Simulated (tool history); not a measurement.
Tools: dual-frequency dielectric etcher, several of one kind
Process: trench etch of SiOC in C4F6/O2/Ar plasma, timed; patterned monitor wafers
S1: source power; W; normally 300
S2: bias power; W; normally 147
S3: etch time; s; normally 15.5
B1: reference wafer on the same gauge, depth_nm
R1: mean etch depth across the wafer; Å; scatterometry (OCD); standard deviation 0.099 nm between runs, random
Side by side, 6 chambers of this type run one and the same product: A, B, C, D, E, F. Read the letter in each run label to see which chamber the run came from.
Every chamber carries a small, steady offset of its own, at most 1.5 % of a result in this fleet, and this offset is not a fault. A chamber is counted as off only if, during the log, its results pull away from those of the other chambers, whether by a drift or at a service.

Run 1E, day 0.675: usual settings; B1 31.120. Result: R1 267.81 Å.
Run 2C, day 0.979: usual settings; B1 31.123. Result: R1 271.42 Å.
Run 3D, day 1.529: usual settings; B1 31.101. Result: R1 264.34 Å.
Run 4F, day 1.892: usual settings; B1 31.133. Result: R1 271.84 Å.
Run 5B, day 2.429: usual settings but S2 167 W; B1 31.124. Result: R1 282.15 Å.
Run 6A, day 2.938: usual settings but S2 167 W; B1 31.077. Result: R1 283.44 Å.
At day 3.250: chamber F: wet clean of the chamber.
Run 7B, day 3.433: usual settings but S2 167 W; B1 31.108. Result: R1 281.75 Å.
Run 8F, day 3.900: usual settings but S2 167 W; B1 31.115. Result: R1 283.19 Å.
Run 9D, day 4.429: usual settings but S2 167 W; B1 31.136. Result: R1 276.87 Å.
Run 10C, day 4.825: usual settings but S2 167 W; B1 31.133. Result: R1 282.35 Å.
Run 11E, day 5.383: usual settings; B1 31.088. Result: R1 268.88 Å.
Run 12A, day 6.008: usual settings but S3 12.5 s; B1 31.091. Result: R1 219.03 Å.
Run 13D, day 6.458: usual settings but S3 12.5 s; B1 31.111. Result: R1 214.44 Å.
Run 14B, day 6.896: usual settings but S3 12.5 s; B1 31.102. Result: R1 217.21 Å.
Run 15E, day 7.329: usual settings but S3 12.5 s; B1 31.130. Result: R1 215.62 Å.
At day 7.783: chamber B: wet clean of the chamber.
At day 7.925: chamber E: wet clean of the chamber.
Run 16A, day 7.942: usual settings but S3 12.5 s; B1 31.066. Result: R1 219.65 Å.
Run 17C, day 8.479: usual settings but S3 12.5 s; B1 31.119. Result: R1 219.29 Å.
At day 8.933: chamber C: wet clean of the chamber.
At day 8.942: chamber D: source power generator calibrated.
Run 18F, day 9.054: usual settings; B1 31.103. Result: R1 273.41 Å.
Run 19B, day 9.354: usual settings; B1 31.117. Result: R1 271.32 Å.
Run 20C, day 9.846: usual settings; B1 31.066. Result: R1 270.19 Å.
Run 21E, day 10.354: usual settings; B1 31.097. Result: R1 267.48 Å.
At day 10.383: chamber D: wet clean of the chamber.
Run 22D, day 10.971: usual settings; B1 31.119. Result: R1 266.39 Å.
Run 23F, day 11.608: usual settings; B1 31.091. Result: R1 271.99 Å.
Run 24A, day 11.971: usual settings; B1 31.086. Result: R1 272.70 Å.
Run 25D, day 12.283: usual settings but S3 18.5 s; B1 31.122. Result: R1 316.30 Å.
Run 26B, day 12.804: usual settings but S3 18.5 s; B1 31.058. Result: R1 322.90 Å.
Run 27C, day 13.229: usual settings but S3 18.5 s; B1 31.083. Result: R1 325.32 Å.
Run 28E, day 13.892: usual settings but S3 18.5 s; B1 31.095. Result: R1 320.80 Å.
At day 14.221: chamber C: bias power generator calibrated.
At day 14.383: chamber A: wet clean of the chamber.
Run 29A, day 14.450: usual settings but S3 18.5 s; B1 31.077. Result: R1 326.71 Å.
Run 30F, day 14.912: usual settings but S3 18.5 s; B1 31.123. Result: R1 325.45 Å.
Run 31E, day 15.521: usual settings; B1 31.080. Result: R1 268.59 Å.
Run 32A, day 15.879: usual settings; B1 31.107. Result: R1 270.96 Å.
Run 33D, day 16.429: usual settings; B1 31.107. Result: R1 266.92 Å.
At day 16.746: chamber B: source power generator calibrated.
Run 34B, day 16.996: usual settings; B1 31.114. Result: R1 269.31 Å.
Run 35C, day 17.346: usual settings; B1 31.115. Result: R1 270.97 Å.
Run 36F, day 17.804: usual settings but S1 240 W; B1 31.099. Result: R1 251.38 Å.
Run 37D, day 18.133: usual settings but S1 240 W; B1 31.077. Result: R1 242.54 Å.

Which is it: a chamber that has drifted or been left off by a service, a gauge drift common to all chambers, or only each chamber's usual small offset? If a chamber is off, name it and its likeliest cause.

No chamber stands off beyond its own small offset, and the gauge holds steady.
